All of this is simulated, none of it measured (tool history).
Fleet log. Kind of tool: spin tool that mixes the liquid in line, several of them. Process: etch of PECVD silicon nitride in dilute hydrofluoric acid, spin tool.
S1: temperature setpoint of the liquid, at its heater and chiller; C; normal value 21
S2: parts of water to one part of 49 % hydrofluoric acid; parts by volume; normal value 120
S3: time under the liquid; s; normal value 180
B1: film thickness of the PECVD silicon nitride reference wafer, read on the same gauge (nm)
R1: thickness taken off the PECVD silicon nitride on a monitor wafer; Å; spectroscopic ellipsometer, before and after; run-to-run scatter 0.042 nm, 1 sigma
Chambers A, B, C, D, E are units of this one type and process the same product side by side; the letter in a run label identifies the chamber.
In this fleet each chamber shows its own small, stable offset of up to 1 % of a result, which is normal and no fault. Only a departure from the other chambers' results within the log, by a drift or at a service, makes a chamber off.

run	day	S1	S2	S3	B1	R1
1D	0.379	21	120	180	119.98	44.641
2C	0.629	21	120	180	119.99	45.012
3E	1.167	21	120	180	120.02	44.987
4B	1.583	21	120	180	119.99	45.855
5A	2.092	21	120	180	120.03	44.773
6A	2.512	21	120	180	119.99	45.21
7E	2.867	21	120	180	120	44.391
8B	3.15	21	120	180	120.05	45.523
9D	3.696	19	140	180	120	33.731
10C	3.979	19	140	180	120.01	34.072
11A	4.271	19	140	180	120.03	33.69
12E	4.808	19	140	180	120.01	33.198
13B	5.079	19	140	180	119.98	33.945
14D	5.521	21	120	180	119.98	44.025
15C	5.967	21	120	180	120	45.006
16D	6.288	21	120	180	119.99	45.312
17E	6.575	21	120	180	120	44.238
18C	6.942	19	120	285	120.01	62.832
19B	7.329	19	120	285	120.02	61.883
20A	7.571	19	120	285	120	63.35
21D	7.821	19	120	285	120	61.199
22C	8.108	19	120	285	120.01	62.632
23A	8.4	17.5	120	180	120	35.271
24B	8.804	17.5	120	180	120	36.4
# day 8.888: chamber A: thermometer replaced
25E	9.229	17.5	120	180	120.01	33.661
26C	9.717	17.5	120	180	120	35.459
27D	10.221	17.5	120	180	120.02	35.216
28A	10.721	21	120	180	120.01	44.84
# day 10.808: chamber E: hydrofluoric acid flow meter replaced
29E	11.033	21	120	180	120	42.394
30B	11.462	21	120	180	119.99	45.735
31B	11.721	21	120	180	119.99	44.493
32C	12.217	21	120	180	120	44.448
33D	12.533	21	120	180	119.99	44.822
34E	12.967	21	75	105	120.03	39.344
35A	13.471	21	75	105	120	42.732
# day 13.592: chamber C: thermometer replaced
36D	13.933	21	75	105	120	41.467
37E	14.446	21	75	105	120	37.706
38B	14.846	21	75	105	120	42.045
39C	15.088	21	120	180	120	44.67
40A	15.475	21	120	180	119.98	44.769
41C	15.762	21	120	180	119.98	44.345

Has any chamber moved away from the others, gradually or after a service, or does the common gauge drift, or do the chambers differ only by their own small steady offsets? State the chamber and the most likely cause if one applies.

Little by little, chamber E moves away from the other chambers.
Cause: liquid colder than its thermometer reads (K) = 1.63.

Chamber E could run next with any of the 4 candidate recipes listed below; each alters the usual settings, and their results appear as question marks. Which one brings its results back in line with what the other chambers deliver on the usual settings?
In-line tolerance around the mean of the other chambers on the usual settings: R1 1.5 Å
42E-1	16.158	21	125	175		?
42E-2	16.158	21	115	185		?
42E-3	16.158	20.5	130	180		?
42E-4	16.158	21.5	120	195		?

The mean the other chambers reach with the usual settings: R1 45.041 Å
run	R1
42E-1	37.568
42E-2	43.126
42E-3	35.961
42E-4	45.058
It is 42E-4 that realigns the chamber with its peers.
